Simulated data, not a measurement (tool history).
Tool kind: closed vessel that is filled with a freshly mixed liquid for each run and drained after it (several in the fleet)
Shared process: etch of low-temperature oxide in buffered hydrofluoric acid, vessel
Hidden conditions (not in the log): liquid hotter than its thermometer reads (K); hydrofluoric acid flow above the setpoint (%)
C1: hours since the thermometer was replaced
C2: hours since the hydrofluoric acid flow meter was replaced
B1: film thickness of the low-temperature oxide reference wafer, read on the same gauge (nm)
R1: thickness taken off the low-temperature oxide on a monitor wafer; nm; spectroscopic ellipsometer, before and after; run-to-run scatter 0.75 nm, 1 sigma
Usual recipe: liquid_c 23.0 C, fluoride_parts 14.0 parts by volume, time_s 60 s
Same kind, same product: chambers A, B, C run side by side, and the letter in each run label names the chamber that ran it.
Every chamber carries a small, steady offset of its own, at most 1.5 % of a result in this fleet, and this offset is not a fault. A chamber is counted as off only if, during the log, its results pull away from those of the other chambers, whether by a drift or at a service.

run 1C day=0.158 | liquid_c=23.0 fluoride_parts=14.0 time_s=60 | C1=45.8 C2=1164.9 | B1=140.06 | R1=81.406
run 2A day=0.388 | liquid_c=23.0 fluoride_parts=14.0 time_s=60 | C1=671.3 C2=1451.7 | B1=139.94 | R1=82.025
run 3B day=0.567 | liquid_c=23.0 fluoride_parts=14.0 time_s=60 | C1=754.9 C2=949.4 | B1=140.02 | R1=82.356
run 4B day=0.817 | liquid_c=23.0 fluoride_parts=14.0 time_s=60 | C1=760.9 C2=955.4 | B1=140.00 | R1=82.846
run 5A day=1.088 | liquid_c=23.0 fluoride_parts=14.0 time_s=60 | C1=688.1 C2=1468.5 | B1=140.01 | R1=81.563
run 6C day=1.296 | liquid_c=23.0 fluoride_parts=14.0 time_s=60 | C1=73.1 C2=1192.2 | B1=139.97 | R1=81.971
run 7A day=1.525 | liquid_c=23.0 fluoride_parts=14.0 time_s=60 | C1=698.6 C2=1479.0 | B1=140.02 | R1=82.032
run 8C day=1.696 | liquid_c=23.0 fluoride_parts=14.0 time_s=60 | C1=82.7 C2=1201.8 | B1=139.99 | R1=81.862
run 9B day=1.925 | liquid_c=23.0 fluoride_parts=14.0 time_s=60 | C1=787.5 C2=982.0 | B1=139.96 | R1=82.722
run 10A day=2.088 | liquid_c=23.0 fluoride_parts=14.0 time_s=60 | C1=712.1 C2=1492.5 | B1=140.01 | R1=81.891
run 11B day=2.379 | liquid_c=23.0 fluoride_parts=11.5 time_s=45 | C1=798.4 C2=992.9 | B1=139.96 | R1=77.252
run 12C day=2.612 | liquid_c=23.0 fluoride_parts=11.5 time_s=45 | C1=104.7 C2=1223.8 | B1=140.00 | R1=75.018
run 13C day=2.929 | liquid_c=23.0 fluoride_parts=11.5 time_s=45 | C1=112.3 C2=1231.4 | B1=139.95 | R1=75.556
run 14B day=3.246 | liquid_c=23.0 fluoride_parts=14.0 time_s=60 | C1=819.2 C2=1013.7 | B1=139.97 | R1=85.570
run 15A day=3.467 | liquid_c=23.0 fluoride_parts=17.0 time_s=35 | C1=745.2 C2=1525.6 | B1=139.99 | R1=39.517
run 16A day=3.754 | liquid_c=23.0 fluoride_parts=17.0 time_s=35 | C1=752.1 C2=1532.5 | B1=140.01 | R1=39.582
run 17C day=4.033 | liquid_c=23.0 fluoride_parts=17.0 time_s=35 | C1=138.8 C2=1257.9 | B1=140.00 | R1=40.124
run 18B day=4.183 | liquid_c=23.0 fluoride_parts=14.0 time_s=60 | C1=841.7 C2=1036.2 | B1=139.99 | R1=86.695
run 19A day=4.338 | liquid_c=23.0 fluoride_parts=14.0 time_s=60 | C1=766.1 C2=1546.5 | B1=140.00 | R1=82.311
run 20C day=4.558 | liquid_c=23.0 fluoride_parts=16.5 time_s=50 | C1=151.4 C2=1270.5 | B1=140.03 | R1=58.714
run 21B day=4.850 | liquid_c=23.0 fluoride_parts=16.5 time_s=50 | C1=857.7 C2=1052.2 | B1=140.01 | R1=62.124
run 22B day=5.042 | liquid_c=23.0 fluoride_parts=16.5 time_s=50 | C1=862.3 C2=1056.8 | B1=139.99 | R1=62.576
run 23A day=5.308 | liquid_c=23.0 fluoride_parts=14.0 time_s=60 | C1=789.4 C2=1569.8 | B1=140.03 | R1=81.655
run 24C day=5.462 | liquid_c=23.0 fluoride_parts=11.0 time_s=45 | C1=173.1 C2=1292.2 | B1=139.95 | R1=79.084
run 25B day=5.704 | liquid_c=23.0 fluoride_parts=11.0 time_s=45 | C1=878.2 C2=1072.7 | B1=139.98 | R1=84.705
run 26A day=5.862 | liquid_c=23.0 fluoride_parts=11.0 time_s=45 | C1=802.7 C2=1583.1 | B1=140.00 | R1=79.889
run 27C day=6.175 | liquid_c=21.5 fluoride_parts=10.0 time_s=60 | C1=190.2 C2=1309.3 | B1=140.00 | R1=105.110
run 28A day=6.408 | liquid_c=21.5 fluoride_parts=10.0 time_s=60 | C1=815.8 C2=1596.2 | B1=139.98 | R1=103.260
run 29C day=6.704 | liquid_c=21.5 fluoride_parts=10.0 time_s=60 | C1=202.9 C2=1322.0 | B1=139.97 | R1=106.130
run 30B day=6.967 | liquid_c=23.0 fluoride_parts=14.0 time_s=60 | C1=908.5 C2=1103.0 | B1=140.01 | R1=89.559

Next, every chamber runs the same settings. What will each give?
run 31A day=7.208 | liquid_c=23.0 fluoride_parts=14.0 time_s=60 | R1=?
run 31B day=7.208 | liquid_c=23.0 fluoride_parts=14.0 time_s=60 | R1=?
run 31C day=7.208 | liquid_c=23.0 fluoride_parts=14.0 time_s=60 | R1=?

run=31A R1=83.424
run=31B R1=91.847
run=31C R1=82.696
